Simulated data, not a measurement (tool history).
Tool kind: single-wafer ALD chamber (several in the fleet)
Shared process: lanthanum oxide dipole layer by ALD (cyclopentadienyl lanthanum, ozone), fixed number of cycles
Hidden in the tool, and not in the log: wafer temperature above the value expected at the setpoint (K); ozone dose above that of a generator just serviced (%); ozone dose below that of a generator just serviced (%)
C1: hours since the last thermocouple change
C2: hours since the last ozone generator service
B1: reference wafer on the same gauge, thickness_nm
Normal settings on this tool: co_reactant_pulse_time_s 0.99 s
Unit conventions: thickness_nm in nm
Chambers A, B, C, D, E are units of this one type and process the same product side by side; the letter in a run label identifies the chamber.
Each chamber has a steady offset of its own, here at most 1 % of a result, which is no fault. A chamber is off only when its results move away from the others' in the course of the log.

run 1C hour=7.1 | co_reactant_pulse_time_s=0.99 | C1=1206.8 C2=592.0 | B1=0.47259 | thickness_nm=0.49711
run 2B hour=12.7 | co_reactant_pulse_time_s=0.99 | C1=620.7 C2=398.4 | B1=0.47286 | thickness_nm=0.49846
run 3E hour=19.4 | co_reactant_pulse_time_s=0.99 | C1=1516.6 C2=679.1 | B1=0.47310 | thickness_nm=0.49797
run 4A hour=25.6 | co_reactant_pulse_time_s=0.99 | C1=1700.8 C2=549.4 | B1=0.47304 | thickness_nm=0.50067
run 5D hour=32.1 | co_reactant_pulse_time_s=0.99 | C1=266.0 C2=241.7 | B1=0.47294 | thickness_nm=0.49725
run 6D hour=39.4 | co_reactant_pulse_time_s=0.99 | C1=273.3 C2=249.0 | B1=0.47242 | thickness_nm=0.49728
run 7E hour=47.2 | co_reactant_pulse_time_s=0.62 | C1=1544.4 C2=706.9 | B1=0.47304 | thickness_nm=0.41333
run 8B hour=52.5 | co_reactant_pulse_time_s=0.62 | C1=660.5 C2=438.2 | B1=0.47312 | thickness_nm=0.41020
run 9A hour=62.4 | co_reactant_pulse_time_s=0.62 | C1=1737.6 C2=586.2 | B1=0.47288 | thickness_nm=0.41092
run 10C hour=69.7 | co_reactant_pulse_time_s=0.62 | C1=1269.4 C2=654.6 | B1=0.47311 | thickness_nm=0.40491
run 11B hour=79.7 | co_reactant_pulse_time_s=0.62 | C1=687.7 C2=465.4 | B1=0.47289 | thickness_nm=0.40958
run 12E hour=86.8 | co_reactant_pulse_time_s=0.99 | C1=1584.0 C2=746.5 | B1=0.47318 | thickness_nm=0.50211
run 13A hour=98.5 | co_reactant_pulse_time_s=0.99 | C1=1773.7 C2=622.3 | B1=0.47337 | thickness_nm=0.49933
run 14C hour=110.1 | co_reactant_pulse_time_s=0.99 | C1=1309.8 C2=695.0 | B1=0.47366 | thickness_nm=0.49413
run 15D hour=116.8 | co_reactant_pulse_time_s=0.99 | C1=350.7 C2=326.4 | B1=0.47273 | thickness_nm=0.49270
run 16D hour=128.5 | co_reactant_pulse_time_s=1.17 | C1=362.4 C2=338.1 | B1=0.47249 | thickness_nm=0.52070
run 17B hour=134.9 | co_reactant_pulse_time_s=1.17 | C1=742.9 C2=520.6 | B1=0.47307 | thickness_nm=0.52018
run 18E hour=143.3 | co_reactant_pulse_time_s=1.17 | C1=1640.5 C2=803.0 | B1=0.47296 | thickness_nm=0.52049
run 19A hour=149.3 | co_reactant_pulse_time_s=1.17 | C1=1824.5 C2=673.1 | B1=0.47323 | thickness_nm=0.52224
run 20C hour=155.4 | co_reactant_pulse_time_s=1.17 | C1=1355.1 C2=740.3 | B1=0.47277 | thickness_nm=0.51798
run 21B hour=162.3 | co_reactant_pulse_time_s=0.99 | C1=770.3 C2=548.0 | B1=0.47272 | thickness_nm=0.50107
run 22D hour=168.0 | co_reactant_pulse_time_s=0.68 | C1=401.9 C2=377.6 | B1=0.47265 | thickness_nm=0.42739
-- hour=173.0 chamber E: thermocouple changed; heater temperature recalibrated
run 23E hour=179.7 | co_reactant_pulse_time_s=0.68 | C1=6.7 C2=839.4 | B1=0.47265 | thickness_nm=0.42506
run 24A hour=189.6 | co_reactant_pulse_time_s=0.68 | C1=1864.8 C2=713.4 | B1=0.47325 | thickness_nm=0.43480
run 25C hour=200.1 | co_reactant_pulse_time_s=0.68 | C1=1399.8 C2=785.0 | B1=0.47250 | thickness_nm=0.42465
run 26C hour=206.8 | co_reactant_pulse_time_s=0.68 | C1=1406.5 C2=791.7 | B1=0.47315 | thickness_nm=0.42599
run 27E hour=213.7 | co_reactant_pulse_time_s=0.99 | C1=40.7 C2=873.4 | B1=0.47283 | thickness_nm=0.49089
run 28A hour=224.6 | co_reactant_pulse_time_s=0.99 | C1=1899.8 C2=748.4 | B1=0.47293 | thickness_nm=0.49731
run 29D hour=233.0 | co_reactant_pulse_time_s=0.99 | C1=466.9 C2=442.6 | B1=0.47284 | thickness_nm=0.49696
run 30B hour=240.6 | co_reactant_pulse_time_s=0.82 | C1=848.6 C2=626.3 | B1=0.47271 | thickness_nm=0.46624
run 31D hour=252.0 | co_reactant_pulse_time_s=0.82 | C1=485.9 C2=461.6 | B1=0.47331 | thickness_nm=0.46857
run 32E hour=258.9 | co_reactant_pulse_time_s=0.82 | C1=85.9 C2=918.6 | B1=0.47357 | thickness_nm=0.44845
run 33C hour=269.2 | co_reactant_pulse_time_s=0.82 | C1=1468.9 C2=854.1 | B1=0.47283 | thickness_nm=0.46473
run 34B hour=275.0 | co_reactant_pulse_time_s=0.82 | C1=883.0 C2=660.7 | B1=0.47300 | thickness_nm=0.46383
run 35A hour=286.9 | co_reactant_pulse_time_s=0.99 | C1=1962.1 C2=810.7 | B1=0.47305 | thickness_nm=0.49912
run 36A hour=295.1 | co_reactant_pulse_time_s=0.99 | C1=1970.3 C2=818.9 | B1=0.47324 | thickness_nm=0.49998
run 37B hour=300.9 | co_reactant_pulse_time_s=0.99 | C1=908.9 C2=686.6 | B1=0.47268 | thickness_nm=0.49952

The same settings go to every chamber for the next run, one line per chamber below. Forecast the results for each:
run 38A hour=309.4 | co_reactant_pulse_time_s=1.25 | thickness_nm=?
run 38B hour=309.4 | co_reactant_pulse_time_s=1.25 | thickness_nm=?
run 38C hour=309.4 | co_reactant_pulse_time_s=1.25 | thickness_nm=?
run 38D hour=309.4 | co_reactant_pulse_time_s=1.25 | thickness_nm=?
run 38E hour=309.4 | co_reactant_pulse_time_s=1.25 | thickness_nm=?

run=38A thickness_nm=0.53280
run=38B thickness_nm=0.52522
run=38C thickness_nm=0.52479
run=38D thickness_nm=0.53019
run=38E thickness_nm=0.51691
